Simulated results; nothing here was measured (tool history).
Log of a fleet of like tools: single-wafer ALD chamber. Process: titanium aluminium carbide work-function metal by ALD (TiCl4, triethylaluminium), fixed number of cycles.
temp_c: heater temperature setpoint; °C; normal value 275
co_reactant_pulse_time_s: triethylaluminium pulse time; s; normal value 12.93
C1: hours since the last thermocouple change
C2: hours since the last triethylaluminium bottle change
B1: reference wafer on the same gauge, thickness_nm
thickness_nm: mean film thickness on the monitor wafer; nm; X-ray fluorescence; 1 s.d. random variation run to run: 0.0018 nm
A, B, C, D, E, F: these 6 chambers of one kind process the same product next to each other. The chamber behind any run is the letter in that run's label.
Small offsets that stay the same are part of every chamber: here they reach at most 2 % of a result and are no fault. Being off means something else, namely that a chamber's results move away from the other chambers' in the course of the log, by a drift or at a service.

{"run": "1B", "day": 0.212, "temp_c": 275, "co_reactant_pulse_time_s": 12.93, "C1": 741.8, "C2": 429.1, "B1": 1.4898, "thickness_nm": 1.8204}
{"run": "2D", "day": 0.442, "temp_c": 275, "co_reactant_pulse_time_s": 12.93, "C1": 950.5, "C2": 872.6, "B1": 1.4899, "thickness_nm": 1.8256}
{"run": "3C", "day": 0.596, "temp_c": 275, "co_reactant_pulse_time_s": 12.93, "C1": 775.7, "C2": 52.3, "B1": 1.49, "thickness_nm": 1.8513}
{"run": "4E", "day": 0.896, "temp_c": 275, "co_reactant_pulse_time_s": 12.93, "C1": 1008.9, "C2": 687.4, "B1": 1.4892, "thickness_nm": 1.824}
{"run": "5A", "day": 1.167, "temp_c": 275, "co_reactant_pulse_time_s": 12.93, "C1": 1932.1, "C2": 1539.6, "B1": 1.4892, "thickness_nm": 1.8383}
{"run": "6F", "day": 1.408, "temp_c": 275, "co_reactant_pulse_time_s": 12.93, "C1": 319.1, "C2": 384.4, "B1": 1.489, "thickness_nm": 1.8188}
{"run": "7E", "day": 1.662, "temp_c": 275, "co_reactant_pulse_time_s": 12.93, "C1": 1027.3, "C2": 705.8, "B1": 1.4891, "thickness_nm": 1.8226}
{"run": "8C", "day": 1.825, "temp_c": 275, "co_reactant_pulse_time_s": 12.93, "C1": 805.2, "C2": 81.8, "B1": 1.4886, "thickness_nm": 1.85}
{"run": "9A", "day": 2.012, "temp_c": 280, "co_reactant_pulse_time_s": 12.93, "C1": 1952.4, "C2": 1559.9, "B1": 1.4882, "thickness_nm": 1.8805}
{"run": "10F", "day": 2.158, "temp_c": 280, "co_reactant_pulse_time_s": 12.93, "C1": 337.1, "C2": 402.4, "B1": 1.4886, "thickness_nm": 1.8583}
{"run": "11B", "day": 2.292, "temp_c": 280, "co_reactant_pulse_time_s": 12.93, "C1": 791.7, "C2": 479.0, "B1": 1.4883, "thickness_nm": 1.8582}
{"run": "12D", "day": 2.562, "temp_c": 280, "co_reactant_pulse_time_s": 12.93, "C1": 1001.4, "C2": 923.5, "B1": 1.4889, "thickness_nm": 1.866}
{"run": "13B", "day": 2.779, "temp_c": 280, "co_reactant_pulse_time_s": 12.93, "C1": 803.4, "C2": 490.7, "B1": 1.4881, "thickness_nm": 1.8595}
{"run": "14A", "day": 2.996, "temp_c": 280, "co_reactant_pulse_time_s": 12.93, "C1": 1976.0, "C2": 1583.5, "B1": 1.4878, "thickness_nm": 1.8768}
{"run": "15F", "day": 3.275, "temp_c": 275, "co_reactant_pulse_time_s": 12.93, "C1": 363.9, "C2": 429.2, "B1": 1.4876, "thickness_nm": 1.8165}
{"run": "16D", "day": 3.467, "temp_c": 275, "co_reactant_pulse_time_s": 12.93, "C1": 1023.1, "C2": 945.2, "B1": 1.4878, "thickness_nm": 1.82}
{"run": "17E", "day": 3.717, "temp_c": 275, "co_reactant_pulse_time_s": 12.93, "C1": 1076.6, "C2": 755.1, "B1": 1.4874, "thickness_nm": 1.8201}
{"run": "18C", "day": 3.908, "temp_c": 275, "co_reactant_pulse_time_s": 12.93, "C1": 855.2, "C2": 131.8, "B1": 1.4879, "thickness_nm": 1.8491}
{"day": 4.062, "done": "chamber A: triethylaluminium bottle replaced"}
{"run": "19B", "day": 4.138, "temp_c": 275, "co_reactant_pulse_time_s": 12.93, "C1": 836.0, "C2": 523.3, "B1": 1.4869, "thickness_nm": 1.8125}
{"run": "20F", "day": 4.412, "temp_c": 275, "co_reactant_pulse_time_s": 12.93, "C1": 391.2, "C2": 456.5, "B1": 1.4871, "thickness_nm": 1.8119}
{"run": "21C", "day": 4.554, "temp_c": 275, "co_reactant_pulse_time_s": 12.93, "C1": 870.7, "C2": 147.3, "B1": 1.4868, "thickness_nm": 1.8461}
{"run": "22A", "day": 4.746, "temp_c": 275, "co_reactant_pulse_time_s": 12.93, "C1": 2018.0, "C2": 16.4, "B1": 1.4867, "thickness_nm": 1.832}
{"run": "23D", "day": 4.888, "temp_c": 275, "co_reactant_pulse_time_s": 12.93, "C1": 1057.2, "C2": 979.3, "B1": 1.4866, "thickness_nm": 1.8189}
{"run": "24E", "day": 5.104, "temp_c": 275, "co_reactant_pulse_time_s": 12.93, "C1": 1109.9, "C2": 788.4, "B1": 1.4867, "thickness_nm": 1.8195}
{"run": "25C", "day": 5.312, "temp_c": 275, "co_reactant_pulse_time_s": 12.93, "C1": 888.9, "C2": 165.5, "B1": 1.4861, "thickness_nm": 1.8474}
{"run": "26F", "day": 5.496, "temp_c": 275, "co_reactant_pulse_time_s": 12.93, "C1": 417.2, "C2": 482.5, "B1": 1.4864, "thickness_nm": 1.8135}
{"run": "27B", "day": 5.767, "temp_c": 275, "co_reactant_pulse_time_s": 12.93, "C1": 875.1, "C2": 562.4, "B1": 1.4859, "thickness_nm": 1.8149}
{"run": "28A", "day": 6.008, "temp_c": 275, "co_reactant_pulse_time_s": 12.93, "C1": 2048.3, "C2": 46.7, "B1": 1.486, "thickness_nm": 1.8327}
{"run": "29E", "day": 6.188, "temp_c": 275, "co_reactant_pulse_time_s": 12.93, "C1": 1135.9, "C2": 814.4, "B1": 1.4858, "thickness_nm": 1.8195}
{"run": "30D", "day": 6.438, "temp_c": 275, "co_reactant_pulse_time_s": 12.93, "C1": 1094.4, "C2": 1016.5, "B1": 1.4858, "thickness_nm": 1.8205}
{"run": "31F", "day": 6.583, "temp_c": 275, "co_reactant_pulse_time_s": 12.93, "C1": 443.3, "C2": 508.6, "B1": 1.4852, "thickness_nm": 1.8112}
{"run": "32A", "day": 6.792, "temp_c": 269, "co_reactant_pulse_time_s": 10.57, "C1": 2067.1, "C2": 65.5, "B1": 1.4857, "thickness_nm": 1.7541}
{"run": "33C", "day": 7.083, "temp_c": 269, "co_reactant_pulse_time_s": 10.57, "C1": 931.4, "C2": 208.0, "B1": 1.4847, "thickness_nm": 1.762}
{"run": "34E", "day": 7.267, "temp_c": 269, "co_reactant_pulse_time_s": 10.57, "C1": 1161.8, "C2": 840.3, "B1": 1.4845, "thickness_nm": 1.7378}
{"run": "35D", "day": 7.475, "temp_c": 269, "co_reactant_pulse_time_s": 10.57, "C1": 1119.3, "C2": 1041.4, "B1": 1.4849, "thickness_nm": 1.7383}
{"run": "36B", "day": 7.742, "temp_c": 269, "co_reactant_pulse_time_s": 10.57, "C1": 922.5, "C2": 609.8, "B1": 1.4851, "thickness_nm": 1.7359}
{"run": "37D", "day": 7.954, "temp_c": 269, "co_reactant_pulse_time_s": 10.57, "C1": 1130.8, "C2": 1052.9, "B1": 1.4844, "thickness_nm": 1.7388}
{"run": "38C", "day": 8.217, "temp_c": 275, "co_reactant_pulse_time_s": 12.93, "C1": 958.6, "C2": 235.2, "B1": 1.4848, "thickness_nm": 1.8425}
{"run": "39F", "day": 8.488, "temp_c": 275, "co_reactant_pulse_time_s": 12.93, "C1": 489.0, "C2": 554.3, "B1": 1.4837, "thickness_nm": 1.814}
{"run": "40E", "day": 8.75, "temp_c": 282, "co_reactant_pulse_time_s": 14.75, "C1": 1197.4, "C2": 875.9, "B1": 1.4839, "thickness_nm": 1.89}

Predict what each chamber gives when all 6 of them run the settings below next.
{"run": "41A", "day": 8.967, "temp_c": 275, "co_reactant_pulse_time_s": 16.2, "thickness_nm": "?"}
{"run": "41B", "day": 8.967, "temp_c": 275, "co_reactant_pulse_time_s": 16.2, "thickness_nm": "?"}
{"run": "41C", "day": 8.967, "temp_c": 275, "co_reactant_pulse_time_s": 16.2, "thickness_nm": "?"}
{"run": "41D", "day": 8.967, "temp_c": 275, "co_reactant_pulse_time_s": 16.2, "thickness_nm": "?"}
{"run": "41E", "day": 8.967, "temp_c": 275, "co_reactant_pulse_time_s": 16.2, "thickness_nm": "?"}
{"run": "41F", "day": 8.967, "temp_c": 275, "co_reactant_pulse_time_s": 16.2, "thickness_nm": "?"}

run=41A thickness_nm=1.8433
run=41B thickness_nm=1.8280
run=41C thickness_nm=1.8590
run=41D thickness_nm=1.8316
run=41E thickness_nm=1.8319
run=41F thickness_nm=1.8225
